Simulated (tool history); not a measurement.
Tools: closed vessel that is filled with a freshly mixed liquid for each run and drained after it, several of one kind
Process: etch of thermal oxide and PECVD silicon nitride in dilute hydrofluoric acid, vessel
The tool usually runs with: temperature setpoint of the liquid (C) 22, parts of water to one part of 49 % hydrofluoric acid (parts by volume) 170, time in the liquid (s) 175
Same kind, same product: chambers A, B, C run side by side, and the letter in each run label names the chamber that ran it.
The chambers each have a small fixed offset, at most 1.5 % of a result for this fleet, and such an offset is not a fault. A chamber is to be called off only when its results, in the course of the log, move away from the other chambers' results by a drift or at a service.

run   hour  temperature setpoint of the liquid (C)  parts of water to one part of 49 % hydrofluoric acid (parts by volume)  time in the liquid (s)  hours since the thermometer was replaced  hours since the hydrofluoric acid flow meter was replaced  read-back film thickness of the thermal oxide reference wafer, read on the same gauge (nm)  read-back film thickness of the PECVD silicon nitride reference wafer, read on the same gauge (nm)  thickness taken off the thermal oxide on a monitor wafer (nm)  thickness taken off the PECVD silicon nitride on a monitor wafer (nm)
 1A   11.7                                      22                                                                     170                     175                                     489.5                                                      105.8                                                                                      90.007                                                                                              89.968                                                         4.1135                                                                 5.1316
 2B   24.8                                      22                                                                     170                     175                                    2150.9                                                      207.8                                                                                      90.004                                                                                              89.972                                                          4.087                                                                  5.122
      29.1  -- chamber B: thermometer replaced
 3C   36.2                                      22                                                                     170                     175                                    1749.4                                                     2044.6                                                                                      89.992                                                                                              89.981                                                         4.0841                                                                 5.0657
 4A   50.2                                      22                                                                     170                     175                                       528                                                      144.3                                                                                      90.005                                                                                              90.001                                                         4.1195                                                                 5.1346
 5C   57.3                                      22                                                                     170                     175                                    1770.5                                                     2065.7                                                                                          90                                                                                              90.018                                                         4.0995                                                                 5.1601
 6B   67.4                                      22                                                                     170                     175                                      38.4                                                      250.4                                                                                      89.999                                                                                              89.996                                                         4.0863                                                                 5.1433
 7A   76.2                                      22                                                                     170                     175                                       554                                                      170.3                                                                                          90                                                                                              89.976                                                         4.0808                                                                  5.099
 8C     83                                      22                                                                     170                     175                                    1796.2                                                     2091.4                                                                                      90.006                                                                                              90.005                                                         4.1061                                                                 5.1474
 9B   93.7                                    17.5                                                                     170                     175                                      64.7                                                      276.7                                                                                      89.988                                                                                              89.996                                                         3.4308                                                                 3.8187
     105.2  -- chamber C: hydrofluoric acid flow meter replaced
10A  105.3                                    17.5                                                                     170                     175                                     583.1                                                      199.4                                                                                      89.988                                                                                              90.004                                                         3.4255                                                                 3.7528
11B  117.8                                    17.5                                                                     170                     175                                      88.8                                                      300.8                                                                                       90.01                                                                                              89.987                                                         3.4103                                                                 3.7589
12C  130.7                                      22                                                                     170                     175                                    1843.9                                                       25.6                                                                                      89.998                                                                                              89.991                                                         4.1455                                                                 5.1231
13C  139.4                                      22                                                                     240                     220                                    1852.6                                                       34.3                                                                                      89.988                                                                                              89.996                                                         3.4065                                                                 4.6182
14B  150.8                                      22                                                                     240                     220                                     121.8                                                      333.8                                                                                      90.011                                                                                              89.975                                                         3.3852                                                                 4.6521
15A  160.3                                      22                                                                     240                     220                                     638.1                                                      254.4                                                                                      90.001                                                                                              90.011                                                         3.3654                                                                 4.5219
16B  174.5                                      19                                                                     170                     260                                     145.5                                                      357.5                                                                                      90.029                                                                                               90.02                                                         5.4265                                                                 6.2244
17A  181.1                                      19                                                                     170                     260                                     658.9                                                      275.2                                                                                      89.977                                                                                              90.007                                                         5.3677                                                                 6.0239
18C  194.8                                      19                                                                     170                     260                                      1908                                                       89.7                                                                                      89.983                                                                                              90.043                                                         5.4156                                                                 6.2889
19B  204.5                                      22                                                                     170                     175                                     175.5                                                      387.5                                                                                      90.001                                                                                              89.983                                                         4.0949                                                                 5.0853
20A  215.2                                      22                                                                     170                     175                                       693                                                      309.3                                                                                          90                                                                                              90.005                                                         4.0513                                                                 4.9214
21C  225.9                                      22                                                                     170                     175                                    1939.1                                                      120.8                                                                                      90.007                                                                                              90.012                                                         4.0832                                                                 5.0811
22C    237                                      22                                                                     170                     175                                    1950.2                                                      131.9                                                                                      89.998                                                                                              90.019                                                         4.1156                                                                 5.0921
23A    249                                      22                                                                     115                     245                                     726.8                                                      343.1                                                                                      89.985                                                                                              90.011                                                         8.9131                                                                 10.222
24B  256.7                                      22                                                                     115                     245                                     227.7                                                      439.7                                                                                      89.994                                                                                              89.995                                                         8.9956                                                                 10.506
25B  266.6                                      22                                                                     115                     245                                     237.6                                                      449.6                                                                                      89.994                                                                                              90.001                                                         8.9504                                                                 10.509
26A  280.7                                    17.5                                                                     170                     240                                     758.5                                                      374.8                                                                                      90.014                                                                                              89.976                                                         4.5844                                                                 5.0003
27C  290.6                                    17.5                                                                     170                     240                                    2003.8                                                      185.5                                                                                      90.015                                                                                              90.003                                                         4.6941                                                                 5.2389
28A  303.1                                    17.5                                                                     170                     240                                     780.9                                                      397.2                                                                                      90.014                                                                                              89.983                                                          4.561                                                                 4.8864
29B  316.7                                      22                                                                     220                     130                                     287.7                                                      499.7                                                                                      89.977                                                                                              89.962                                                         2.2212                                                                 2.9444
30C  325.3                                      22                                                                     220                     130                                    2038.5                                                      220.2                                                                                      89.987                                                                                              89.987                                                         2.2353                                                                 2.9384
31A  333.9                                      22                                                                     220                     130                                     811.7                                                        428                                                                                      89.969                                                                                                  90                                                         2.1516                                                                 2.8061
32C    348                                      22                                                                     170                     175                                    2061.2                                                      242.9                                                                                      90.004                                                                                              90.021                                                         4.0765                                                                 5.1393
33B  358.4                                      22                                                                     170                     175                                     329.4                                                      541.4                                                                                      89.992                                                                                              89.966                                                          4.083                                                                 5.0981
34B  365.2                                      22                                                                     170                     175                                     336.2                                                      548.2                                                                                      89.998                                                                                              89.991                                                         4.0894                                                                 5.1496
35C  371.9                                      22                                                                     170                     175                                    2085.1                                                      266.8                                                                                      90.009                                                                                              89.993                                                         4.1178                                                                 5.1019
36A  383.7                                      22                                                                     170                     175                                     861.5                                                      477.8                                                                                      89.993                                                                                              89.979                                                         3.9749                                                                  4.798
37C  394.9                                      22                                                                     170                     175                                    2108.1                                                      289.8                                                                                      90.004                                                                                              90.008                                                         4.0861                                                                 5.0392
38B  408.2                                      22                                                                     170                     175                                     379.2                                                      591.2                                                                                      90.013                                                                                               90.02                                                         4.1101                                                                 5.1891

Is one chamber off against the others, does the gauge drift, or is nothing wrong? If a chamber is off, say which, and what the likeliest cause is.

Chamber A drifts away from the others.
Most likely cause: liquid colder than its thermometer reads (K) = 1.07.

Chamber A could run next with any of the 4 candidate recipes listed below; each alters the usual settings, and their results appear as question marks. Which one brings its results back in line with what the other chambers deliver on the usual settings?
In line here means within this much of the mean the other chambers give on the usual settings: thickness taken off the thermal oxide on a monitor wafer (nm) 0.09; thickness taken off the PECVD silicon nitride on a monitor wafer (nm) 0.12
39A-1  419.1                                      21                                                                     165                     170                                                                                                                                                                                                                                                                                                                                                                   ?                                                                      ?
39A-2  419.1                                    21.5                                                                     165                     170                                                                                                                                                                                                                                                                                                                                                                   ?                                                                      ?
39A-3  419.1                                    22.5                                                                     175                     180                                                                                                                                                                                                                                                                                                                                                                   ?                                                                      ?
39A-4  419.1                                      23                                                                     175                     180                                                                                                                                                                                                                                                                                                                                                                   ?                                                                      ?

Usual-settings mean across the other chambers: thickness taken off the thermal oxide on a monitor wafer (nm) 4.0849; thickness taken off the PECVD silicon nitride on a monitor wafer (nm) 5.1187
  run  thickness taken off the thermal oxide on a monitor wafer (nm)  thickness taken off the PECVD silicon nitride on a monitor wafer (nm)
39A-1                                                          3.817                                                                 4.4511
39A-2                                                         3.8944                                                                 4.6043
39A-3                                                         3.9997                                                                 4.9183
39A-4                                                         4.0775                                                                 5.0813
Change 39A-4 lands the chamber within the allowed miss of the other chambers.

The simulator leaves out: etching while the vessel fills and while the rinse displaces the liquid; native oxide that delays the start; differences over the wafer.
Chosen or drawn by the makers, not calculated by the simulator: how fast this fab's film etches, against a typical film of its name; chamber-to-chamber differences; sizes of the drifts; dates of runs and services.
